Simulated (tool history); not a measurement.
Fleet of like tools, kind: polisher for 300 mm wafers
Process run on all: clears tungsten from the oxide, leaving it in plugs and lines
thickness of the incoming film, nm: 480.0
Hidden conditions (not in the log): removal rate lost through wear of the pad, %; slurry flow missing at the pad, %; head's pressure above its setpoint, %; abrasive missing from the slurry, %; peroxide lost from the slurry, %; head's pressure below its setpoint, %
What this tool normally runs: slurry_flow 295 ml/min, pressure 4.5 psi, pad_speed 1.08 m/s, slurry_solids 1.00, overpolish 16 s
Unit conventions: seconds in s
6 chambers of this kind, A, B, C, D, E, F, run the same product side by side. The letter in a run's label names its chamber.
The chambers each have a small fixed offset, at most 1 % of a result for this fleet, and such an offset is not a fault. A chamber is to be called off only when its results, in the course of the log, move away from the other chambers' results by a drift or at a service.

run     day  slurry_flow  pressure  pad_speed  slurry_solids  overpolish  wafers polished on this pad  hours since the slurry nozzle was cleaned  hours since the head pressure was calibrated  hours since the slurry blender was calibrated  hours since the slurry got fresh peroxide  seconds
      0.025  -- chamber F: worn pad replaced by a new one
 1F   0.350          295       4.5       1.08           1.00          16                           86                                      527.1                                         168.7                                           31.3                                       19.0   77.774
      0.412  -- chamber B: slurry nozzle cleaned
      0.417  -- chamber D: worn pad replaced by a new one
      0.504  -- chamber E: worn pad replaced by a new one
 2D   0.929          295       4.5       1.08           1.00          16                          135                                      136.8                                         356.0                                           92.3                                       24.8   80.590
 3E   1.250          295       4.5       1.08           1.00          16                          198                                      564.6                                         230.7                                          117.4                                       66.6   79.930
      1.308  -- chamber A: slurry blender recalibrated
      1.471  -- chamber A: slurry tank refilled with fresh slurry and peroxide
 4C   1.617          295       4.5       1.08           1.00          16                          774                                      353.6                                         397.4                                          415.4                                       62.8   78.811
 5A   1.921          295       4.5       1.08           1.00          16                         1005                                      148.8                                         705.2                                           14.8                                       10.9   76.309
      1.942  -- chamber E: slurry blender recalibrated
 6B   2.512          295       4.5       1.08           1.00          16                          786                                       50.5                                         758.7                                          116.4                                      131.2   78.549
      2.567  -- chamber F: slurry tank refilled with fresh slurry and peroxide
      2.642  -- chamber A: worn pad replaced by a new one
 7F   2.879          295       4.5       1.08           1.00          16                          754                                      587.8                                         229.4                                           92.0                                        7.5   77.426
      2.983  -- chamber A: head pressure recalibrated
      3.246  -- chamber B: slurry tank refilled with fresh slurry and peroxide
 8C   3.271          295       4.5       1.08           1.00          16                         1211                                      393.3                                         437.1                                          455.1                                      102.5   79.395
      3.296  -- chamber E: worn pad replaced by a new one
 9D   3.721          295       4.5       1.08           1.00          16                          873                                      203.8                                         423.0                                          159.3                                       91.8   79.979
      3.812  -- chamber B: worn pad replaced by a new one
      3.996  -- chamber C: slurry tank refilled with fresh slurry and peroxide
10B   4.033          295       3.8       1.08           1.00          16                           59                                       87.0                                         795.2                                          152.9                                       19.0   93.454
      4.175  -- chamber C: worn pad replaced by a new one
11E   4.508          295       3.8       1.08           1.00          16                          320                                      642.8                                         308.9                                           61.6                                      144.8   93.403
      4.792  -- chamber F: worn pad replaced by a new one
12A   5.046          295       3.8       1.08           1.00          16                          635                                      223.8                                          49.6                                           89.8                                       85.9   92.964
      5.121  -- chamber D: slurry tank refilled with fresh slurry and peroxide
      5.125  -- chamber D: worn pad replaced by a new one
      5.629  -- chamber A: slurry nozzle cleaned
13F   5.633          295       3.8       1.08           1.00          16                          222                                      653.9                                         295.5                                          158.1                                       73.6   91.331
      5.708  -- chamber F: slurry tank refilled with fresh slurry and peroxide
      5.846  -- chamber A: slurry tank refilled with fresh slurry and peroxide
      5.967  -- chamber E: slurry nozzle cleaned
14A   6.188          295       3.8       1.08           1.00          16                          936                                       13.4                                          77.0                                          117.2                                        8.3   92.807
      6.346  -- chamber E: worn pad replaced by a new one
      6.367  -- chamber C: slurry blender recalibrated
15E   6.604          295       3.8       1.08           1.00          16                           68                                       15.3                                         359.2                                          111.9                                      195.1   94.930
      6.646  -- chamber D: slurry nozzle cleaned
      6.992  -- chamber B: slurry blender recalibrated
16C   7.062          295       4.5       1.08           1.00          16                          763                                      484.3                                         528.1                                           16.8                                       73.7   78.911
      7.517  -- chamber E: slurry blender recalibrated
17D   7.583          295       4.5       1.08           1.00          16                          649                                       22.5                                         515.7                                          252.0                                       59.1   79.448
      7.633  -- chamber B: head pressure recalibrated
      7.954  -- chamber D: slurry blender recalibrated
18B   8.004          295       4.5       1.08           1.00          16                         1108                                      182.3                                           8.9                                           24.4                                      114.3   80.203
      8.229  -- chamber A: worn pad replaced by a new one
19F   8.375          295       4.5       1.08           1.00          16                          946                                      719.7                                         361.3                                          223.9                                       64.1   77.846
20B   8.662          295       4.5       1.08           1.00          16                         1282                                      198.1                                          24.7                                           40.2                                      130.1   78.853
      8.683  -- chamber C: worn pad replaced by a new one
      8.821  -- chamber F: slurry tank refilled with fresh slurry and peroxide
      8.933  -- chamber B: worn pad replaced by a new one
21E   8.933          295       4.5       1.32           1.25          16                          683                                       71.2                                         415.1                                           34.1                                      251.0   64.040
      9.192  -- chamber B: slurry tank refilled with fresh slurry and peroxide
22A   9.204          295       4.5       1.32           1.25          16                          257                                       85.8                                         149.4                                          189.6                                       80.7   60.923
      9.500  -- chamber D: worn pad replaced by a new one
      9.625  -- chamber F: worn pad replaced by a new one
      9.675  -- chamber E: worn pad replaced by a new one
23D   9.679          295       4.5       1.32           1.25          16                           47                                       72.8                                         566.0                                           41.4                                      109.4   61.310
      9.788  -- chamber A: slurry tank refilled with fresh slurry and peroxide
      9.950  -- chamber F: slurry nozzle cleaned
24C  10.017          295       4.5       1.32           1.25          16                          352                                      555.2                                         599.0                                           87.7                                      144.6   61.402
     10.246  -- chamber D: slurry tank refilled with fresh slurry and peroxide
25D  10.442          295       4.5       1.32           1.25          16                          249                                       91.1                                         584.3                                           59.7                                        4.8   62.091
     10.679  -- chamber C: slurry tank refilled with fresh slurry and peroxide
     10.738  -- chamber F: slurry blender recalibrated
26C  10.812          295       4.5       1.32           1.25          16                          562                                      574.3                                         618.1                                          106.8                                        3.2   61.675
27F  11.150          295       4.5       1.08           1.00          16                          403                                       28.9                                         427.9                                            9.9                                       55.9   77.459
28B  11.425          295       4.5       1.08           1.00          16                          659                                      264.4                                          91.0                                          106.5                                       53.6   79.877
     11.742  -- chamber B: slurry nozzle cleaned
     11.800  -- chamber A: slurry blender recalibrated
29A  11.833          295       4.5       1.08           1.00          16                          952                                      148.9                                         212.5                                            0.8                                       49.1   77.982
     11.871  -- chamber F: slurry tank refilled with fresh slurry and peroxide
30E  12.329          295       4.5       1.08           1.20          16                          701                                      152.7                                         496.6                                          115.6                                      332.5   82.400
     12.483  -- chamber E: worn pad replaced by a new one
31A  12.729          295       4.5       1.08           1.20          16                         1188                                      170.4                                         234.0                                           22.3                                       70.6   74.691
     12.858  -- chamber E: slurry blender recalibrated
     13.192  -- chamber C: worn pad replaced by a new one
32C  13.271          295       4.5       1.08           1.20          16                           21                                      633.3                                         677.1                                          165.8                                       62.2   75.760
33D  13.867          295       4.5       1.08           1.20          16                         1154                                      173.3                                         666.5                                          141.9                                       87.0   75.737
     13.983  -- chamber B: worn pad replaced by a new one
     14.283  -- chamber B: slurry tank refilled with fresh slurry and peroxide
34F  14.333          295       4.5       1.08           1.20          16                         1244                                      105.3                                         504.3                                           86.3                                       59.2   75.171
35E  14.662          295       4.5       1.08           1.20          16                          576                                      208.7                                         552.6                                           43.3                                      388.5   86.124
36B  15.192          295       4.5       1.08           1.00          16                          320                                       82.9                                         181.4                                          196.9                                       21.8   78.190
37E  15.554          295       4.5       0.86           1.00          16                          812                                      230.1                                         574.0                                           64.7                                      409.9  116.290

Does one chamber stand apart from the rest, does the shared gauge drift, or is all well apart from small per-chamber offsets? Give the chamber and the most likely cause, where there is one.

Chamber E drifts away from the others.
What lies behind it: peroxide lost from the slurry, % = 35.4.

Chamber E could run next with any of the 4 candidate recipes listed below; each alters the usual settings, and their results appear as question marks. Which one brings its results back in line with what the other chambers deliver on the usual settings?
Allowed miss from the other chambers' usual-settings mean, per result, to count as in line: seconds 3.500 s
38E-1  15.983          295       4.9       1.18           1.00          16                                                                                                                                                                                                                        ?
38E-2  15.983          295       4.3       1.04           1.00          16                                                                                                                                                                                                                        ?
38E-3  15.983          290       4.5       0.92           1.00          16                                                                                                                                                                                                                        ?
38E-4  15.983          295       4.7       1.12           1.00          16                                                                                                                                                                                                                        ?

The other chambers' mean on the usual settings: seconds 78.789 s
  run  seconds
38E-1   78.589
38E-2  101.520
38E-3  109.940
38E-4   86.304
The right change is 38E-1: it brings the chamber back within the allowed miss of the others.
